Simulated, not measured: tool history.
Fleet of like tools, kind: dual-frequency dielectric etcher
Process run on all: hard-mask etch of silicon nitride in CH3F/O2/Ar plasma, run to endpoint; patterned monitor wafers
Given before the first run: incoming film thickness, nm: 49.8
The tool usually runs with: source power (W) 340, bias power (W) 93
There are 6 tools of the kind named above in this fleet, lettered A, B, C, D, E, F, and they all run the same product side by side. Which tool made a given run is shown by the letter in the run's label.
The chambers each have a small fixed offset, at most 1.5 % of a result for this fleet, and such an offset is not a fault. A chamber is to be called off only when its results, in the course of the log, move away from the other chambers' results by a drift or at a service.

run,hour,source power (W),bias power (W),hours since the last wet clean,hours since the last source power generator calibration,hours since the last bias power generator calibration,endpoint time (s)
# hour 3.9: chamber F: wet clean of the chamber
# hour 5.2: chamber E: wet clean of the chamber
1B,5.4,340,93,362.6,1487.1,1767.8,69.674
2E,14.0,340,93,8.8,1429.0,1304.2,70.168
3F,22.1,340,93,18.2,101.0,1862.1,69.950
# hour 25.1: chamber D: wet clean of the chamber
4A,30.8,340,93,294.0,123.3,2700.4,71.038
5C,35.3,340,93,118.3,421.7,1393.1,68.985
6D,43.0,340,104,17.9,4731.4,1566.2,67.713
7B,50.7,340,104,407.9,1532.4,1813.1,66.764
8F,59.7,340,104,55.8,138.6,1899.7,67.373
# hour 62.5: chamber E: source power generator calibrated
9C,63.9,340,104,146.9,450.3,1421.7,66.623
10E,68.8,340,104,63.6,6.4,1359.0,66.385
11A,74.9,340,104,338.1,167.4,2744.5,67.936
12D,81.4,340,93,56.3,4769.8,1604.6,70.714
13A,87.1,290,115,350.3,179.6,2756.7,69.527
14F,91.5,290,115,87.6,170.4,1931.5,68.572
15B,97.1,290,115,454.3,1578.8,1859.5,68.176
16D,101.0,290,115,75.9,4789.4,1624.2,69.587
17C,108.9,290,115,191.9,495.3,1466.7,67.959
# hour 110.1: chamber B: bias power generator calibrated
18E,115.1,290,115,109.9,52.7,1405.3,68.708
19A,120.5,340,93,383.7,213.0,2790.1,70.773
20C,125.2,340,93,208.2,511.6,1483.0,69.784
21D,133.0,340,93,107.9,4821.4,1656.2,70.340
# hour 136.2: chamber B: wet clean of the chamber
22B,140.2,340,93,4.1,1621.9,30.2,69.376
23E,147.6,380,73,142.4,85.2,1437.8,73.171
24F,155.5,380,73,151.6,234.4,1995.5,73.478
25E,162.3,380,73,157.1,99.9,1452.5,73.231
26A,167.1,380,73,430.3,259.6,2836.7,73.771
27B,175.4,380,73,39.3,1657.1,65.4,73.184
28D,180.6,380,73,155.5,4869.0,1703.8,73.814
29F,184.6,340,93,180.7,263.5,2024.6,70.470
30C,192.7,340,93,275.7,579.1,1550.5,68.510
31B,200.0,340,93,63.9,1681.7,90.0,69.653
32D,207.4,340,93,182.3,4895.8,1730.6,71.451
33C,215.2,340,93,298.2,601.6,1573.0,68.973
# hour 223.6: chamber D: source power generator calibrated
34A,223.7,340,93,486.9,316.2,2893.3,70.206
# hour 225.8: chamber A: wet clean of the chamber
35F,229.7,340,93,225.8,308.6,2069.7,70.077
36E,234.0,340,93,228.8,171.6,1524.2,69.750
37C,240.9,340,93,323.9,627.3,1598.7,69.147
38B,247.8,340,93,111.7,1729.5,137.8,70.047
39D,254.9,340,112,229.8,31.4,1778.1,66.184
40E,262.0,340,112,256.8,199.6,1552.2,64.714
41F,266.7,340,112,262.8,345.6,2106.7,65.130
42A,272.8,340,112,47.0,365.3,2942.4,66.084

Decide between three cases: one chamber stands off from its peers, the gauge reading all wafers drifts, or nothing is wrong past each chamber's small offset. Where a chamber is off, say which and what most likely put it there.

No chamber is off and the gauge is stable; the differences are just each chamber's small, constant offset.

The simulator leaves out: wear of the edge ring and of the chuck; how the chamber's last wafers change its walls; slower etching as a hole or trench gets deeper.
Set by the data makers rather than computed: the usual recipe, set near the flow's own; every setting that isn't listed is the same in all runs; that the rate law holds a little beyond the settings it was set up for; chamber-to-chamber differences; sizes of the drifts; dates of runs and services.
